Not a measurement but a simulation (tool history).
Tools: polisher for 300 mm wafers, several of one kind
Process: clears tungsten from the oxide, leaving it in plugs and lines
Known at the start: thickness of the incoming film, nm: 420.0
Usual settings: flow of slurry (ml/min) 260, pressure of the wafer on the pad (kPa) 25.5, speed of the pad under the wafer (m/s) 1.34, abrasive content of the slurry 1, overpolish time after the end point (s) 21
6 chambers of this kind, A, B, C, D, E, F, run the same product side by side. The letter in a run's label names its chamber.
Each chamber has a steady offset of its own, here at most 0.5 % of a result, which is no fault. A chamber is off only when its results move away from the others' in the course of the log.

run   hour  flow of slurry (ml/min)  pressure of the wafer on the pad (kPa)  speed of the pad under the wafer (m/s)  abrasive content of the slurry  overpolish time after the end point (s)  time until the end point was called (s)
 1C      3                      260                                    25.5                                    1.34                               1                                       21                                   65.329
       5.7  -- chamber C: worn pad replaced by a new one
 2D    7.3                      260                                    25.5                                    1.34                               1                                       21                                   65.038
       8.8  -- chamber E: slurry tank refilled with fresh slurry and peroxide
 3E   10.8                      260                                    25.5                                    1.34                               1                                       21                                   64.669
      12.5  -- chamber F: slurry nozzle cleaned
 4F   14.2                      260                                    25.5                                    1.34                               1                                       21                                   66.028
 5B   17.9                      230                                    25.5                                    1.34                               1                                       21                                   65.625
      19.1  -- chamber F: worn pad replaced by a new one
 6A   20.7                      230                                    25.5                                    1.34                               1                                       21                                   65.036
 7B   23.3                      230                                    25.5                                    1.34                               1                                       21                                   66.116
 8D   25.8                      230                                    25.5                                    1.34                               1                                       21                                   65.558
 9C   30.2                      230                                    25.5                                    1.34                               1                                       21                                   64.999
10A   33.6                      230                                    25.5                                    1.34                               1                                       21                                   64.879
11E   35.9                      260                                    30.3                                    1.34                            0.85                                       21                                    57.15
      37.3  -- chamber A: slurry tank refilled with fresh slurry and peroxide
      39.9  -- chamber C: slurry tank refilled with fresh slurry and peroxide
12F   39.9                      260                                    30.3                                    1.34                            0.85                                       21                                   57.035
13C   43.3                      260                                    30.3                                    1.34                            0.85                                       21                                   57.437
      46.5  -- chamber D: worn pad replaced by a new one
14D   46.8                      260                                    30.3                                    1.34                            0.85                                       21                                   56.981
15E   50.9                      260                                    30.3                                    1.34                            0.85                                       21                                   56.027
      52.4  -- chamber C: worn pad replaced by a new one
16B     54                      260                                    30.3                                    1.34                            0.85                                       21                                   57.942
      55.7  -- chamber E: head pressure recalibrated
17A   59.1                      260                                    25.5                                    1.34                               1                                       21                                   64.663
      59.2  -- chamber B: slurry tank refilled with fresh slurry and peroxide
18F   61.4                      260                                    25.5                                    0.92                               1                                       28                                    94.41
19B   64.4                      260                                    25.5                                    0.92                               1                                       28                                   95.062
      67.1  -- chamber B: worn pad replaced by a new one
20A   67.7                      260                                    25.5                                    0.92                               1                                       28                                    93.72
21C   71.2                      260                                    25.5                                    0.92                               1                                       28                                   96.538
22D   76.4                      260                                    25.5                                    0.92                               1                                       28                                   94.028
      77.8  -- chamber D: slurry blender recalibrated
      77.8  -- chamber A: worn pad replaced by a new one
23E   80.3                      260                                    25.5                                    0.92                               1                                       28                                   94.939
      81.6  -- chamber E: worn pad replaced by a new one
      81.8  -- chamber E: slurry tank refilled with fresh slurry and peroxide
24F   84.5                      260                                    25.5                                    1.34                               1                                       21                                   65.852
25C   89.7                      260                                    25.5                                    1.34                               1                                       21                                   65.418
26F   93.9                      260                                    25.5                                    1.34                               1                                       21                                   64.793
      94.9  -- chamber D: worn pad replaced by a new one
27D   96.4                      260                                    25.5                                    1.34                               1                                       21                                   65.306
        98  -- chamber D: slurry nozzle cleaned
      99.2  -- chamber C: worn pad replaced by a new one
28A  101.1                      260                                    25.5                                    1.34                               1                                       21                                   65.952
29B  106.2                      260                                    25.5                                    1.34                               1                                       21                                   64.867
30E  108.9                      260                                    25.5                                    1.34                               1                                       21                                   63.951
31E  111.2                      260                                    25.5                                    1.34                               1                                       21                                   65.612
     112.6  -- chamber F: worn pad replaced by a new one
32B  114.2                      260                                    25.5                                    1.34                               1                                       21                                   64.808
33C  117.8                      260                                    25.5                                    1.34                               1                                       21                                   65.178
34A  120.6                      260                                    25.5                                    1.34                               1                                       21                                   65.939
35F  124.9                      260                                    25.5                                    1.34                               1                                       21                                   66.987
36D  128.6                      260                                    25.5                                    1.34                               1                                       21                                   65.738
     131.3  -- chamber B: slurry tank refilled with fresh slurry and peroxide
     132.2  -- chamber A: slurry blender recalibrated
37C  132.3                      180                                    25.5                                    1.34                            0.75                                       21                                    74.23
38F  135.9                      180                                    25.5                                    1.34                            0.75                                       21                                   76.261
39D    139                      180                                    25.5                                    1.34                            0.75                                       21                                   72.766
40E  143.4                      180                                    25.5                                    1.34                            0.75                                       21                                   73.459
41B  147.5                      180                                    25.5                                    1.34                            0.75                                       21                                   74.656
     151.7  -- chamber E: slurry tank refilled with fresh slurry and peroxide
42A  152.5                      180                                    25.5                                    1.34                            0.75                                       21                                   72.543
43E  157.6                      260                                    25.5                                    1.34                               1                                       21                                   65.756
44A  160.2                      260                                    25.5                                    1.34                               1                                       21                                     66.3

All 6 chambers run these settings next. Forecast each chamber's results:
45A   164                      260                                    25.5                                    1.34                               1                                       21                                        ?
45B   164                      260                                    25.5                                    1.34                               1                                       21                                        ?
45C   164                      260                                    25.5                                    1.34                               1                                       21                                        ?
45D   164                      260                                    25.5                                    1.34                               1                                       21                                        ?
45E   164                      260                                    25.5                                    1.34                               1                                       21                                        ?
45F   164                      260                                    25.5                                    1.34                               1                                       21                                        ?

run  time until the end point was called (s)
45A                                   64.184
45B                                   65.279
45C                                   65.086
45D                                   66.124
45E                                   65.121
45F                                   69.784
